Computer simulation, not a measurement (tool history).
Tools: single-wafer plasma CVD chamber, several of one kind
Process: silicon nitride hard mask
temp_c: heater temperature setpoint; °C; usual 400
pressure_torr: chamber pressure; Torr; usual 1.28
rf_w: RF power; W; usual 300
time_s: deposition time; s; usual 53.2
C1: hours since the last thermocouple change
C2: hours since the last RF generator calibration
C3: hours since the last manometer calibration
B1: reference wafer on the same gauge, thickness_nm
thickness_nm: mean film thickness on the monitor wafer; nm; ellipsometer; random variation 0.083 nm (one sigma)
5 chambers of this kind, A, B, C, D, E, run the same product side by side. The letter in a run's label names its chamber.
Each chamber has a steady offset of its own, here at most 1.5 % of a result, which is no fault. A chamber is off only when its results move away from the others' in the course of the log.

run 1B hour=9.1 | temp_c=400 pressure_torr=1.28 rf_w=300 time_s=53.2 | C1=1086.4 C2=168.4 C3=497.3 | B1=48.674 | thickness_nm=57.234
run 2A hour=16.2 | temp_c=400 pressure_torr=1.28 rf_w=300 time_s=53.2 | C1=1448.3 C2=719.4 C3=334.9 | B1=48.688 | thickness_nm=57.169
run 3D hour=25.6 | temp_c=400 pressure_torr=1.28 rf_w=300 time_s=53.2 | C1=125.8 C2=1366.5 C3=1312.9 | B1=48.669 | thickness_nm=57.808
run 4E hour=39.4 | temp_c=400 pressure_torr=1.28 rf_w=300 time_s=53.2 | C1=916.2 C2=566.4 C3=614.2 | B1=48.658 | thickness_nm=57.895
run 5C hour=50.7 | temp_c=400 pressure_torr=1.28 rf_w=300 time_s=53.2 | C1=1087.3 C2=233.8 C3=1712.2 | B1=48.664 | thickness_nm=56.915
run 6A hour=57.9 | temp_c=400 pressure_torr=1.28 rf_w=300 time_s=53.2 | C1=1490.0 C2=761.1 C3=376.6 | B1=48.634 | thickness_nm=57.119
run 7C hour=71.4 | temp_c=400 pressure_torr=1.28 rf_w=300 time_s=53.2 | C1=1108.0 C2=254.5 C3=1732.9 | B1=48.621 | thickness_nm=57.042
run 8D hour=80.9 | temp_c=400 pressure_torr=1.28 rf_w=300 time_s=53.2 | C1=181.1 C2=1421.8 C3=1368.2 | B1=48.632 | thickness_nm=57.900
-- hour=85.8 chamber A: thermocouple changed; heater temperature recalibrated
run 9B hour=88.9 | temp_c=400 pressure_torr=1.28 rf_w=300 time_s=53.2 | C1=1166.2 C2=248.2 C3=577.1 | B1=48.639 | thickness_nm=57.072
run 10E hour=99.9 | temp_c=400 pressure_torr=1.28 rf_w=300 time_s=53.2 | C1=976.7 C2=626.9 C3=674.7 | B1=48.624 | thickness_nm=57.800
run 11E hour=114.6 | temp_c=400 pressure_torr=1.28 rf_w=300 time_s=53.2 | C1=991.4 C2=641.6 C3=689.4 | B1=48.608 | thickness_nm=57.712
run 12C hour=123.6 | temp_c=400 pressure_torr=1.28 rf_w=300 time_s=53.2 | C1=1160.2 C2=306.7 C3=1785.1 | B1=48.597 | thickness_nm=56.859
run 13B hour=134.6 | temp_c=400 pressure_torr=1.28 rf_w=300 time_s=53.2 | C1=1211.9 C2=293.9 C3=622.8 | B1=48.582 | thickness_nm=56.975
run 14A hour=145.1 | temp_c=400 pressure_torr=1.28 rf_w=300 time_s=53.2 | C1=59.3 C2=848.3 C3=463.8 | B1=48.588 | thickness_nm=56.943
run 15D hour=154.2 | temp_c=400 pressure_torr=1.28 rf_w=300 time_s=53.2 | C1=254.4 C2=1495.1 C3=1441.5 | B1=48.567 | thickness_nm=57.719
run 16C hour=165.4 | temp_c=400 pressure_torr=1.28 rf_w=300 time_s=53.2 | C1=1202.0 C2=348.5 C3=1826.9 | B1=48.558 | thickness_nm=56.764
run 17B hour=173.6 | temp_c=400 pressure_torr=1.28 rf_w=330 time_s=53.2 | C1=1250.9 C2=332.9 C3=661.8 | B1=48.583 | thickness_nm=60.450
run 18A hour=186.9 | temp_c=400 pressure_torr=1.28 rf_w=330 time_s=53.2 | C1=101.1 C2=890.1 C3=505.6 | B1=48.535 | thickness_nm=60.785
run 19D hour=196.2 | temp_c=400 pressure_torr=1.28 rf_w=330 time_s=53.2 | C1=296.4 C2=1537.1 C3=1483.5 | B1=48.548 | thickness_nm=61.299
run 20E hour=207.8 | temp_c=400 pressure_torr=1.28 rf_w=330 time_s=53.2 | C1=1084.6 C2=734.8 C3=782.6 | B1=48.522 | thickness_nm=61.357
run 21E hour=216.2 | temp_c=400 pressure_torr=1.28 rf_w=330 time_s=53.2 | C1=1093.0 C2=743.2 C3=791.0 | B1=48.515 | thickness_nm=61.343
run 22A hour=231.9 | temp_c=400 pressure_torr=1.28 rf_w=300 time_s=53.2 | C1=146.1 C2=935.1 C3=550.6 | B1=48.498 | thickness_nm=57.041
-- hour=244.0 chamber D: capacitance manometer re-zeroed and calibrated
run 23D hour=246.0 | temp_c=400 pressure_torr=1.28 rf_w=300 time_s=53.2 | C1=346.2 C2=1586.9 C3=2.1 | B1=48.478 | thickness_nm=57.564
run 24C hour=255.9 | temp_c=400 pressure_torr=1.28 rf_w=300 time_s=53.2 | C1=1292.5 C2=439.0 C3=1917.4 | B1=48.470 | thickness_nm=56.621
run 25B hour=270.7 | temp_c=400 pressure_torr=1.28 rf_w=300 time_s=53.2 | C1=1348.0 C2=430.0 C3=758.9 | B1=48.469 | thickness_nm=56.918
run 26D hour=281.4 | temp_c=400 pressure_torr=1.28 rf_w=300 time_s=53.2 | C1=381.6 C2=1622.3 C3=37.5 | B1=48.458 | thickness_nm=57.516
run 27E hour=290.7 | temp_c=400 pressure_torr=1.04 rf_w=300 time_s=59.0 | C1=1167.5 C2=817.7 C3=865.5 | B1=48.441 | thickness_nm=59.759
run 28C hour=302.8 | temp_c=400 pressure_torr=1.04 rf_w=300 time_s=59.0 | C1=1339.4 C2=485.9 C3=1964.3 | B1=48.454 | thickness_nm=58.622
run 29B hour=312.3 | temp_c=400 pressure_torr=1.04 rf_w=300 time_s=59.0 | C1=1389.6 C2=471.6 C3=800.5 | B1=48.437 | thickness_nm=58.877
run 30A hour=320.1 | temp_c=400 pressure_torr=1.04 rf_w=300 time_s=59.0 | C1=234.3 C2=1023.3 C3=638.8 | B1=48.433 | thickness_nm=58.893
run 31A hour=334.7 | temp_c=400 pressure_torr=1.04 rf_w=300 time_s=59.0 | C1=248.9 C2=1037.9 C3=653.4 | B1=48.405 | thickness_nm=58.750

Is one chamber off against the others, does the gauge drift, or is nothing wrong? If a chamber is off, say which, and what the likeliest cause is.

The gauge drifts, so all chambers seem to drift together. No chamber is off.
Cause: gauge reads low (%) = 0.602.
